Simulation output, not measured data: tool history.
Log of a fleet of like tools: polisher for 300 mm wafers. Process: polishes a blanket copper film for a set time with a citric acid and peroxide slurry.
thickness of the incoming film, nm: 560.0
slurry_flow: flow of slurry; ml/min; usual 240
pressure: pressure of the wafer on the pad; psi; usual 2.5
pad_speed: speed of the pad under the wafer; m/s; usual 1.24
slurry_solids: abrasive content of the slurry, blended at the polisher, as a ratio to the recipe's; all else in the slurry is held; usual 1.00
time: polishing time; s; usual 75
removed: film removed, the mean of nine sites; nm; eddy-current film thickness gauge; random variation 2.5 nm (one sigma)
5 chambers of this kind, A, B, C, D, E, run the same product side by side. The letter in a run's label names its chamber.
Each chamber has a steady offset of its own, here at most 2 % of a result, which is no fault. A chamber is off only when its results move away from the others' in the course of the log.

run	hour	slurry_flow	pressure	pad_speed	slurry_solids	time	removed
1A	4.3	240	2.5	1.24	1.00	75	187.40
# hour 9.0: chamber C: worn pad replaced by a new one
2D	10.6	240	2.5	1.24	1.00	75	197.49
3B	17.0	240	2.5	1.24	1.00	75	191.13
# hour 21.8: chamber D: slurry blender recalibrated
4E	23.3	240	2.5	1.24	1.00	75	191.12
# hour 24.4: chamber E: worn pad replaced by a new one
# hour 27.5: chamber D: worn pad replaced by a new one
5C	28.4	240	2.5	1.24	1.00	75	192.39
# hour 30.5: chamber B: worn pad replaced by a new one
6C	31.3	240	2.5	1.24	1.00	75	191.48
7A	34.6	240	2.5	1.40	1.15	75	216.15
8B	40.8	240	2.5	1.40	1.15	75	222.66
# hour 40.9: chamber C: slurry blender recalibrated
# hour 42.1: chamber A: slurry blender recalibrated
9E	44.2	240	2.5	1.40	1.15	75	220.33
10D	49.5	240	2.5	1.40	1.15	75	225.77
# hour 50.4: chamber A: head pressure recalibrated
11B	55.6	240	2.5	1.40	1.15	75	223.81
12D	60.4	240	2.5	1.24	1.00	75	189.50
# hour 61.9: chamber C: worn pad replaced by a new one
13C	64.3	240	2.5	1.24	1.00	75	192.78
14A	70.2	240	2.5	1.24	1.00	75	189.05
15E	76.3	240	2.5	1.24	1.00	75	190.50
# hour 80.6: chamber E: slurry nozzle cleaned
16B	81.7	240	2.5	1.24	1.00	75	191.61
# hour 87.5: chamber B: worn pad replaced by a new one
17E	88.0	240	2.5	1.24	1.00	75	196.08
# hour 88.3: chamber D: worn pad replaced by a new one
18C	93.8	240	2.5	1.24	1.00	75	187.62
19D	99.2	240	2.5	1.24	1.00	75	195.37
20A	104.2	240	2.5	1.46	1.00	75	212.27
# hour 106.9: chamber E: worn pad replaced by a new one
21A	110.6	240	2.5	1.46	1.00	75	215.94
# hour 112.3: chamber C: worn pad replaced by a new one
22D	114.6	240	2.5	1.46	1.00	75	226.37
# hour 115.6: chamber E: slurry blender recalibrated
23C	120.5	240	2.5	1.46	1.00	75	224.88
# hour 124.4: chamber B: head pressure recalibrated
24B	125.6	240	2.5	1.46	1.00	75	223.61
25E	129.7	240	2.5	1.24	1.00	75	193.03
26E	135.2	240	2.5	1.24	0.80	87	207.59
27A	140.3	240	2.5	1.24	0.80	87	200.92
28C	143.5	240	2.5	1.24	0.80	87	210.80
29D	147.4	240	2.5	1.24	0.80	87	212.77
# hour 147.7: chamber D: worn pad replaced by a new one
30B	150.6	240	2.5	1.24	0.80	87	213.84
31A	154.8	240	2.5	1.24	1.00	75	177.81
# hour 157.3: chamber C: worn pad replaced by a new one
32D	159.9	240	2.5	1.24	1.00	75	193.35
33C	165.5	240	2.5	1.24	0.85	75	187.59

Is one chamber off against the others, does the gauge drift, or is nothing wrong? If a chamber is off, say which, and what the likeliest cause is.

Chamber A drifts away from the others.
Cause: removal rate lost through wear of the pad, % = 8.84.
The log may not tell that from: head's pressure below its setpoint, %; abrasive missing from the slurry, %.

Here are 4 candidates for chamber A's next run, each the usual settings with a change, their results left as question marks. Which one brings its results back in line with what the others give on the usual settings?
In line means no further than this from the other chambers' mean on the usual settings: removed 8.80 nm
34A-1	170.1	240	2.5	1.24	0.60	75	?
34A-2	170.1	240	2.5	1.36	1.00	75	?
34A-3	170.1	240	2.5	1.36	1.00	81	?
34A-4	170.1	240	2.5	1.24	1.00	62	?

The other chambers' mean on the usual settings: removed 191.58 nm
run	removed
34A-1	157.32
34A-2	191.33
34A-3	206.64
34A-4	144.38
34A-2 brings the chamber back in line.

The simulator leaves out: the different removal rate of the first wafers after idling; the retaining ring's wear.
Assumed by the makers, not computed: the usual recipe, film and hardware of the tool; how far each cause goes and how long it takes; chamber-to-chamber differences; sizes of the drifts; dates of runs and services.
